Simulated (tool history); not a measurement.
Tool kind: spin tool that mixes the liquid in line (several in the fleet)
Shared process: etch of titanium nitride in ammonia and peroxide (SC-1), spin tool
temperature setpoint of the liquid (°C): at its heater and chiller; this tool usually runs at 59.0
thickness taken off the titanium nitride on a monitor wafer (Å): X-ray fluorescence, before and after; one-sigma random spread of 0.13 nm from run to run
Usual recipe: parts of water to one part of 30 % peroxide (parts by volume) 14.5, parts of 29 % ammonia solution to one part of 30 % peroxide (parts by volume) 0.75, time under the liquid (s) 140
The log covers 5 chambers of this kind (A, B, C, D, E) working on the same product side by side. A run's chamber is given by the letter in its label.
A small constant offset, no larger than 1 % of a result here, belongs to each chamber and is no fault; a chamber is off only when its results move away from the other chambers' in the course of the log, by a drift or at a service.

| run | day | temperature setpoint of the liquid (°C) | parts of water to one part of 30 % peroxide (parts by volume) | parts of 29 % ammonia solution to one part of 30 % peroxide (parts by volume) | time under the liquid (s) | read-back film thickness of the titanium nitride reference wafer, read on the same gauge (nm) | thickness taken off the titanium nitride on a monitor wafer (Å) |
|---|---|---|---|---|---|---|---|
| 1B | 0.250 | 59.0 | 14.5 | 0.75 | 140 | 100.000 | 164.810 |
| 2A | 0.588 | 59.0 | 14.5 | 0.75 | 140 | 99.978 | 164.700 |
| 3E | 1.017 | 59.0 | 14.5 | 0.75 | 140 | 100.010 | 165.280 |
| 4D | 1.396 | 59.0 | 14.5 | 0.75 | 140 | 100.020 | 165.160 |
| 5C | 1.812 | 59.0 | 14.5 | 0.75 | 140 | 100.010 | 163.660 |
| 6C | 2.088 | 50.5 | 14.5 | 0.95 | 140 | 99.999 | 95.506 |
| 7D | 2.458 | 50.5 | 14.5 | 0.95 | 140 | 99.978 | 96.859 |
| 8B | 2.683 | 50.5 | 14.5 | 0.95 | 140 | 99.992 | 95.276 |
| 9E | 2.992 | 50.5 | 14.5 | 0.95 | 140 | 100.010 | 94.006 |
| 10A | 3.329 | 50.5 | 14.5 | 0.95 | 140 | 100.020 | 98.417 |
| 11C | 3.654 | 59.0 | 14.5 | 0.75 | 140 | 100.010 | 165.700 |
| 12A | 3.942 | 59.0 | 14.5 | 0.75 | 140 | 100.010 | 165.290 |
| 13B | 4.238 | 59.0 | 14.5 | 0.75 | 140 | 100.020 | 163.440 |
| 14D | 4.525 | 59.0 | 14.5 | 0.75 | 140 | 99.994 | 163.910 |
|  | 4.671 | chamber B: thermometer replaced |
| 15E | 4.812 | 59.0 | 8.0 | 0.75 | 200 | 99.999 | 315.720 |
|  | 4.900 | chamber B: ammonia flow meter replaced |
| 16C | 5.275 | 59.0 | 8.0 | 0.75 | 200 | 99.979 | 321.280 |
| 17A | 5.550 | 59.0 | 8.0 | 0.75 | 200 | 100.030 | 316.410 |
| 18E | 5.883 | 59.0 | 8.0 | 0.75 | 200 | 99.991 | 318.320 |
| 19D | 6.229 | 59.0 | 8.0 | 0.75 | 200 | 99.977 | 320.150 |
| 20B | 6.667 | 59.0 | 14.5 | 0.75 | 140 | 100.040 | 161.260 |
| 21C | 7.062 | 59.0 | 14.5 | 0.75 | 140 | 99.960 | 165.350 |
| 22D | 7.442 | 59.0 | 14.5 | 0.75 | 140 | 99.976 | 163.160 |
| 23B | 7.900 | 59.0 | 14.5 | 0.75 | 140 | 99.968 | 164.970 |
| 24E | 8.183 | 59.0 | 14.5 | 0.75 | 140 | 100.030 | 163.230 |
| 25A | 8.429 | 59.0 | 14.5 | 0.75 | 140 | 100.040 | 165.080 |
| 26D | 8.750 | 59.0 | 14.5 | 0.75 | 65 | 99.999 | 76.431 |
| 27A | 9.192 | 59.0 | 14.5 | 0.75 | 65 | 99.990 | 76.684 |
| 28E | 9.504 | 59.0 | 14.5 | 0.75 | 65 | 99.974 | 75.498 |
| 29C | 9.967 | 59.0 | 14.5 | 0.75 | 65 | 99.962 | 75.966 |
| 30B | 10.262 | 59.0 | 14.5 | 0.75 | 65 | 100.000 | 74.302 |
| 31E | 10.662 | 66.5 | 14.5 | 0.75 | 140 | 99.962 | 264.280 |
| 32B | 10.912 | 66.5 | 14.5 | 0.75 | 140 | 100.040 | 266.270 |

Next, all 5 chambers run the settings below, one line each with question marks for the results. What does each chamber give?
| 33A | 11.254 | 59.0 | 14.5 | 0.45 | 140 |  | ? |
| 33B | 11.254 | 59.0 | 14.5 | 0.45 | 140 |  | ? |
| 33C | 11.254 | 59.0 | 14.5 | 0.45 | 140 |  | ? |
| 33D | 11.254 | 59.0 | 14.5 | 0.45 | 140 |  | ? |
| 33E | 11.254 | 59.0 | 14.5 | 0.45 | 140 |  | ? |

| run | thickness taken off the titanium nitride on a monitor wafer (Å) |
|---|---|
| 33A | 149.530 |
| 33B | 147.420 |
| 33C | 150.330 |
| 33D | 150.880 |
| 33E | 150.590 |
